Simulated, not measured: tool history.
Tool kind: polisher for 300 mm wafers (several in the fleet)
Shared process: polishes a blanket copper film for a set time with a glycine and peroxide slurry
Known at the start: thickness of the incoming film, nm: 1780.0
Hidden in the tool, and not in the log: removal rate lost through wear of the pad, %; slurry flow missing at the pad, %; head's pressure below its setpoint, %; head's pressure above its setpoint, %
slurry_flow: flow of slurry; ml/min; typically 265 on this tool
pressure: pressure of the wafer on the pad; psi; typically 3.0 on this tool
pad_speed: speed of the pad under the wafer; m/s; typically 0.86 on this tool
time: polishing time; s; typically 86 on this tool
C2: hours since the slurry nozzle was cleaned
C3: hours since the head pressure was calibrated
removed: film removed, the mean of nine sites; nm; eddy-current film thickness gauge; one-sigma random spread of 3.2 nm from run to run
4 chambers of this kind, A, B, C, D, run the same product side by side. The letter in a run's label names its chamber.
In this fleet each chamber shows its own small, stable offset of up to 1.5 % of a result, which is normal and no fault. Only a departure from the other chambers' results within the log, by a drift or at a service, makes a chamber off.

Run 1A, day 0.121: usual settings; wafers polished on this pad 105; C2 364.2; C3 197.0. Result: removed 459.03 nm.
Run 2B, day 0.250: usual settings; wafers polished on this pad 1198; C2 692.2; C3 483.2. Result: removed 472.40 nm.
At day 0.500: chamber A: slurry nozzle cleaned.
Run 3D, day 0.508: usual settings; wafers polished on this pad 394; C2 560.4; C3 624.6. Result: removed 469.79 nm.
Run 4C, day 0.717: usual settings; wafers polished on this pad 562; C2 290.3; C3 118.0. Result: removed 476.48 nm.
At day 0.808: chamber B: head pressure recalibrated.
Run 5B, day 0.950: usual settings but slurry_flow 330 ml/min, pressure 3.5 psi; wafers polished on this pad 1391; C2 709.0; C3 3.5. Result: removed 544.47 nm.
Run 6C, day 1.192: usual settings but slurry_flow 330 ml/min, pressure 3.5 psi; wafers polished on this pad 694; C2 301.7; C3 129.4. Result: removed 549.11 nm.
At day 1.346: chamber D: slurry nozzle cleaned.
Run 7D, day 1.375: usual settings but slurry_flow 330 ml/min, pressure 3.5 psi; wafers polished on this pad 633; C2 0.8; C3 645.4. Result: removed 549.77 nm.
Run 8A, day 1.558: usual settings but slurry_flow 330 ml/min, pressure 3.5 psi; wafers polished on this pad 502; C2 25.5; C3 231.5. Result: removed 541.39 nm.
At day 1.633: chamber D: worn pad replaced by a new one.
At day 1.704: chamber B: worn pad replaced by a new one.
Run 9D, day 1.796: usual settings but pad_speed 0.56 m/s, time 102 s; wafers polished on this pad 45; C2 10.9; C3 655.5. Result: removed 392.70 nm.
Run 10B, day 1.933: usual settings but pad_speed 0.56 m/s, time 102 s; wafers polished on this pad 63; C2 732.6; C3 27.1. Result: removed 399.68 nm.
Run 11C, day 2.096: usual settings but pad_speed 0.56 m/s, time 102 s; wafers polished on this pad 943; C2 323.4; C3 151.1. Result: removed 401.64 nm.
At day 2.112: chamber C: worn pad replaced by a new one.
Run 12A, day 2.342: usual settings but pad_speed 0.56 m/s, time 102 s; wafers polished on this pad 718; C2 44.3; C3 250.3. Result: removed 394.38 nm.
Run 13D, day 2.612: usual settings; wafers polished on this pad 270; C2 30.5; C3 675.1. Result: removed 461.88 nm.
Run 14B, day 2.858: usual settings but time 65 s; wafers polished on this pad 319; C2 754.8; C3 49.3. Result: removed 354.46 nm.
Run 15C, day 2.988: usual settings but time 65 s; wafers polished on this pad 242; C2 344.8; C3 172.5. Result: removed 358.21 nm.
Run 16A, day 3.188: usual settings but time 65 s; wafers polished on this pad 952; C2 64.6; C3 270.6. Result: removed 353.84 nm.
Run 17B, day 3.350: usual settings but time 65 s; wafers polished on this pad 455; C2 766.6; C3 61.1. Result: removed 359.98 nm.
Run 18C, day 3.579: usual settings; wafers polished on this pad 405; C2 359.0; C3 186.7. Result: removed 474.06 nm.
Run 19A, day 3.804: usual settings; wafers polished on this pad 1122; C2 79.4; C3 285.4. Result: removed 470.11 nm.
Run 20D, day 3.962: usual settings; wafers polished on this pad 643; C2 62.9; C3 707.5. Result: removed 448.55 nm.
Run 21A, day 4.192: usual settings; wafers polished on this pad 1229; C2 88.7; C3 294.7. Result: removed 464.81 nm.
At day 4.208: chamber D: worn pad replaced by a new one.
Run 22B, day 4.429: usual settings but pressure 3.9 psi, pad_speed 1.16 m/s; wafers polished on this pad 753; C2 792.5; C3 87.0. Result: removed 751.06 nm.
At day 4.438: chamber A: worn pad replaced by a new one.
Run 23C, day 4.600: usual settings but pressure 3.9 psi, pad_speed 1.16 m/s; wafers polished on this pad 687; C2 383.5; C3 211.2. Result: removed 761.95 nm.
At day 4.604: chamber B: slurry nozzle cleaned.
Run 24D, day 4.842: usual settings but pressure 3.9 psi, pad_speed 1.16 m/s; wafers polished on this pad 174; C2 84.0; C3 728.6. Result: removed 730.04 nm.
At day 4.900: chamber C: worn pad replaced by a new one.
At day 5.012: chamber C: slurry nozzle cleaned.
Run 25D, day 5.033: usual settings but pressure 3.9 psi, pad_speed 1.16 m/s; wafers polished on this pad 227; C2 88.6; C3 733.2. Result: removed 726.39 nm.
Run 26B, day 5.292: usual settings; wafers polished on this pad 991; C2 16.5; C3 107.7. Result: removed 467.48 nm.
Run 27C, day 5.554: usual settings; wafers polished on this pad 181; C2 13.1; C3 234.1. Result: removed 472.60 nm.
Run 28A, day 5.821: usual settings; wafers polished on this pad 382; C2 127.8; C3 333.8. Result: removed 461.63 nm.
At day 6.092: chamber B: worn pad replaced by a new one.
Run 29C, day 6.092: usual settings; wafers polished on this pad 330; C2 26.0; C3 247.0. Result: removed 475.22 nm.
Run 30A, day 6.329: usual settings; wafers polished on this pad 522; C2 140.0; C3 346.0. Result: removed 461.70 nm.
Run 31B, day 6.504: usual settings; wafers polished on this pad 114; C2 45.6; C3 136.8. Result: removed 473.40 nm.
Run 32D, day 6.692: usual settings; wafers polished on this pad 685; C2 128.4; C3 773.0. Result: removed 437.62 nm.
At day 6.717: chamber D: worn pad replaced by a new one.
Run 33C, day 6.904: usual settings; wafers polished on this pad 554; C2 45.5; C3 266.5. Result: removed 473.44 nm.
Run 34A, day 7.150: usual settings; wafers polished on this pad 749; C2 159.7; C3 365.7. Result: removed 470.22 nm.
Run 35B, day 7.300: usual settings; wafers polished on this pad 334; C2 64.7; C3 155.9. Result: removed 469.26 nm.
Run 36D, day 7.533: usual settings; wafers polished on this pad 226; C2 148.6; C3 793.2. Result: removed 436.05 nm.
At day 7.708: chamber C: worn pad replaced by a new one.
Run 37B, day 7.800: usual settings but time 66 s; wafers polished on this pad 472; C2 76.7; C3 167.9. Result: removed 364.81 nm.
Run 38C, day 7.971: usual settings but time 66 s; wafers polished on this pad 73; C2 71.1; C3 292.1. Result: removed 365.17 nm.
Run 39A, day 8.229: usual settings but time 66 s; wafers polished on this pad 1047; C2 185.6; C3 391.6. Result: removed 355.98 nm.
Run 40D, day 8.350: usual settings but time 66 s; wafers polished on this pad 451; C2 168.2; C3 812.8. Result: removed 330.79 nm.
Run 41B, day 8.604: usual settings; wafers polished on this pad 694; C2 96.0; C3 187.2. Result: removed 466.30 nm.

All chambers now run identical settings, listed one chamber a line with results as question marks. What results will each chamber show?
Run 42A, day 8.804: usual settings but slurry_flow 300 ml/min. Result: removed ?.
Run 42B, day 8.804: usual settings but slurry_flow 300 ml/min. Result: removed ?.
Run 42C, day 8.804: usual settings but slurry_flow 300 ml/min. Result: removed ?.
Run 42D, day 8.804: usual settings but slurry_flow 300 ml/min. Result: removed ?.

run  removed
42A   472.37
42B   476.95
42C   481.72
42D   427.86

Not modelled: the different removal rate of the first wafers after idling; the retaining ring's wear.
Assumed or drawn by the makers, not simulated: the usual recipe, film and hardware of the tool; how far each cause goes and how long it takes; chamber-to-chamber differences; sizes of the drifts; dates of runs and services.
